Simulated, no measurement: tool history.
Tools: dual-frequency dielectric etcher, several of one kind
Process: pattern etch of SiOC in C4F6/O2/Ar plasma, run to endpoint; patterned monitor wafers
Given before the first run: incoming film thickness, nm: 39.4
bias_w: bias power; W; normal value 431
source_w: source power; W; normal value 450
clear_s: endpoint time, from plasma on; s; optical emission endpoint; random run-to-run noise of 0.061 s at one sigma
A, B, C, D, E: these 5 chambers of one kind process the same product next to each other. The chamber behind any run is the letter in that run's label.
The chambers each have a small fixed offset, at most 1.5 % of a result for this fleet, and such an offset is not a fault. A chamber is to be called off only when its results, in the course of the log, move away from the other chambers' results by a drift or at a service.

run	day	bias_w	source_w	clear_s
# day 0.067: chamber B: source power generator calibrated
1E	0.529	431	450	13.463
2D	0.996	431	450	13.305
3C	1.329	431	450	13.458
4B	1.667	431	450	13.573
5A	2.138	431	450	13.476
6E	2.658	431	450	13.479
7B	3.233	431	450	13.605
8C	3.762	431	450	13.461
9D	4.242	360	400	15.093
10A	4.588	360	400	15.238
11C	4.862	360	400	15.053
12D	5.138	360	400	14.975
# day 5.304: chamber A: wet clean of the chamber
13A	5.533	360	400	15.169
14E	5.833	431	450	13.556
15B	6.167	431	450	13.608
16A	6.567	431	450	13.531
17B	7.004	345	550	13.447
18C	7.396	345	550	13.431
19E	7.958	345	550	13.519
20D	8.492	345	550	13.601
21E	8.975	345	550	13.453
22C	9.454	431	450	13.411
23B	9.829	352	450	14.464
24A	10.292	352	450	14.725
25D	10.583	352	450	14.395
26B	11.021	352	450	14.49
27D	11.546	352	450	14.295
28E	11.967	431	450	13.475
# day 12.196: chamber D: wet clean of the chamber
29C	12.496	431	450	13.416
30A	12.821	431	450	13.613
31E	13.112	431	450	13.558
# day 13.679: chamber B: bias power generator calibrated
32A	13.692	431	450	13.613
33D	14.038	466	340	14.545
34B	14.508	466	340	14.611
# day 14.7: chamber C: source power generator calibrated
35C	14.808	466	340	14.692
36B	15.396	466	340	14.614
37D	15.971	466	340	14.417
38A	16.338	431	450	13.589
39E	16.671	431	450	13.557
40C	17.038	431	450	13.42
# day 17.05: chamber B: wet clean of the chamber
41A	17.429	431	450	13.467
# day 17.7: chamber E: wet clean of the chamber
42E	17.812	530	520	11.959
43B	18.079	530	520	11.933

What goes on in this fleet: one chamber off, a drifting gauge, or nothing beyond the chambers' own small offsets? Name the chamber and the cause, if any.

The fleet is healthy, with each chamber sitting at its usual small offset and no drift in the gauge.
